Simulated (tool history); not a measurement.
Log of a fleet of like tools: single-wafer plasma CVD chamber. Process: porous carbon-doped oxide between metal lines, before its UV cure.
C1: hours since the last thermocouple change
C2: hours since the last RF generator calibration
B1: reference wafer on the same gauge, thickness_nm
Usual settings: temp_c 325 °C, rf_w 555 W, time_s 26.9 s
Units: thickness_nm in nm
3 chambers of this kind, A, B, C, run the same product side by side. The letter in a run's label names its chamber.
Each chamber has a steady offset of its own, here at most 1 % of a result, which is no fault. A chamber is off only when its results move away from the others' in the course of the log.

run 1C hour=10.3 | temp_c=325 rf_w=555 time_s=26.9 | C1=651.3 C2=1536.2 | B1=117.99 | thickness_nm=137.33
run 2B hour=20.7 | temp_c=325 rf_w=555 time_s=26.9 | C1=892.7 C2=1679.1 | B1=117.96 | thickness_nm=138.15
run 3A hour=32.4 | temp_c=325 rf_w=555 time_s=26.9 | C1=501.9 C2=975.8 | B1=118.00 | thickness_nm=136.33
run 4C hour=40.3 | temp_c=325 rf_w=555 time_s=26.9 | C1=681.3 C2=1566.2 | B1=118.01 | thickness_nm=137.80
run 5A hour=54.8 | temp_c=325 rf_w=555 time_s=26.9 | C1=524.3 C2=998.2 | B1=118.10 | thickness_nm=136.19
run 6B hour=69.5 | temp_c=325 rf_w=460 time_s=22.3 | C1=941.5 C2=1727.9 | B1=118.04 | thickness_nm=101.13
run 7B hour=77.9 | temp_c=325 rf_w=460 time_s=22.3 | C1=949.9 C2=1736.3 | B1=118.01 | thickness_nm=102.17
run 8A hour=87.2 | temp_c=325 rf_w=460 time_s=22.3 | C1=556.7 C2=1030.6 | B1=118.05 | thickness_nm=100.25
run 9C hour=94.3 | temp_c=325 rf_w=555 time_s=26.9 | C1=735.3 C2=1620.2 | B1=117.87 | thickness_nm=136.55
run 10C hour=108.4 | temp_c=325 rf_w=470 time_s=29.4 | C1=749.4 C2=1634.3 | B1=117.95 | thickness_nm=133.55
run 11B hour=118.0 | temp_c=325 rf_w=470 time_s=29.4 | C1=990.0 C2=1776.4 | B1=117.95 | thickness_nm=135.34
run 12A hour=129.7 | temp_c=325 rf_w=470 time_s=29.4 | C1=599.2 C2=1073.1 | B1=117.95 | thickness_nm=133.91
run 13C hour=142.9 | temp_c=325 rf_w=600 time_s=29.1 | C1=783.9 C2=1668.8 | B1=118.05 | thickness_nm=155.38
run 14A hour=150.8 | temp_c=325 rf_w=600 time_s=29.1 | C1=620.3 C2=1094.2 | B1=117.94 | thickness_nm=154.07
run 15B hour=163.9 | temp_c=325 rf_w=600 time_s=29.1 | C1=1035.9 C2=1822.3 | B1=117.97 | thickness_nm=157.31
run 16A hour=174.8 | temp_c=325 rf_w=555 time_s=26.9 | C1=644.3 C2=1118.2 | B1=118.00 | thickness_nm=136.33
run 17C hour=188.9 | temp_c=314 rf_w=450 time_s=26.9 | C1=829.9 C2=1714.8 | B1=118.05 | thickness_nm=126.08
run 18B hour=196.9 | temp_c=314 rf_w=450 time_s=26.9 | C1=1068.9 C2=1855.3 | B1=117.93 | thickness_nm=127.62
run 19A hour=210.7 | temp_c=314 rf_w=450 time_s=26.9 | C1=680.2 C2=1154.1 | B1=118.10 | thickness_nm=125.24
run 20C hour=222.9 | temp_c=325 rf_w=605 time_s=26.9 | C1=863.9 C2=1748.8 | B1=118.05 | thickness_nm=145.22
run 21B hour=232.6 | temp_c=325 rf_w=605 time_s=26.9 | C1=1104.6 C2=1891.0 | B1=118.08 | thickness_nm=146.43
run 22B hour=242.2 | temp_c=325 rf_w=605 time_s=26.9 | C1=1114.2 C2=1900.6 | B1=117.95 | thickness_nm=146.78
run 23C hour=255.8 | temp_c=325 rf_w=555 time_s=26.9 | C1=896.8 C2=1781.7 | B1=118.01 | thickness_nm=137.45
run 24A hour=263.8 | temp_c=314 rf_w=655 time_s=26.9 | C1=733.3 C2=1207.2 | B1=118.03 | thickness_nm=159.77
run 25B hour=270.3 | temp_c=314 rf_w=655 time_s=26.9 | C1=1142.3 C2=1928.7 | B1=118.05 | thickness_nm=163.13
run 26C hour=280.8 | temp_c=314 rf_w=655 time_s=26.9 | C1=921.8 C2=1806.7 | B1=117.96 | thickness_nm=161.95
run 27A hour=291.9 | temp_c=325 rf_w=555 time_s=26.9 | C1=761.4 C2=1235.3 | B1=118.03 | thickness_nm=135.97
run 28A hour=303.9 | temp_c=325 rf_w=555 time_s=26.9 | C1=773.4 C2=1247.3 | B1=117.95 | thickness_nm=136.15
run 29B hour=311.7 | temp_c=325 rf_w=555 time_s=26.9 | C1=1183.7 C2=1970.1 | B1=117.88 | thickness_nm=138.15
run 30C hour=324.2 | temp_c=325 rf_w=555 time_s=26.9 | C1=965.2 C2=1850.1 | B1=118.01 | thickness_nm=137.04
run 31B hour=333.0 | temp_c=325 rf_w=555 time_s=26.9 | C1=1205.0 C2=1991.4 | B1=117.94 | thickness_nm=139.60
run 32A hour=339.6 | temp_c=325 rf_w=555 time_s=26.9 | C1=809.1 C2=1283.0 | B1=117.97 | thickness_nm=135.97
run 33C hour=347.6 | temp_c=325 rf_w=555 time_s=26.9 | C1=988.6 C2=1873.5 | B1=118.06 | thickness_nm=136.91
run 34C hour=354.6 | temp_c=325 rf_w=555 time_s=26.9 | C1=995.6 C2=1880.5 | B1=117.97 | thickness_nm=137.93
run 35A hour=367.4 | temp_c=325 rf_w=555 time_s=26.9 | C1=836.9 C2=1310.8 | B1=118.12 | thickness_nm=136.32
run 36B hour=375.7 | temp_c=325 rf_w=555 time_s=26.9 | C1=1247.7 C2=2034.1 | B1=117.99 | thickness_nm=137.66
-- hour=379.8 chamber B: thermocouple changed; heater temperature recalibrated
run 37B hour=386.6 | temp_c=325 rf_w=555 time_s=26.9 | C1=6.8 C2=2045.0 | B1=117.96 | thickness_nm=138.62
run 38C hour=395.1 | temp_c=325 rf_w=555 time_s=26.9 | C1=1036.1 C2=1921.0 | B1=118.07 | thickness_nm=137.10
run 39A hour=410.1 | temp_c=325 rf_w=555 time_s=26.9 | C1=879.6 C2=1353.5 | B1=118.02 | thickness_nm=135.64
run 40C hour=424.5 | temp_c=325 rf_w=555 time_s=26.9 | C1=1065.5 C2=1950.4 | B1=118.02 | thickness_nm=137.58

Is one chamber off against the others, does the gauge drift, or is nothing wrong? If a chamber is off, say which, and what the likeliest cause is.

No chamber stands off beyond its own small offset, and the gauge holds steady.
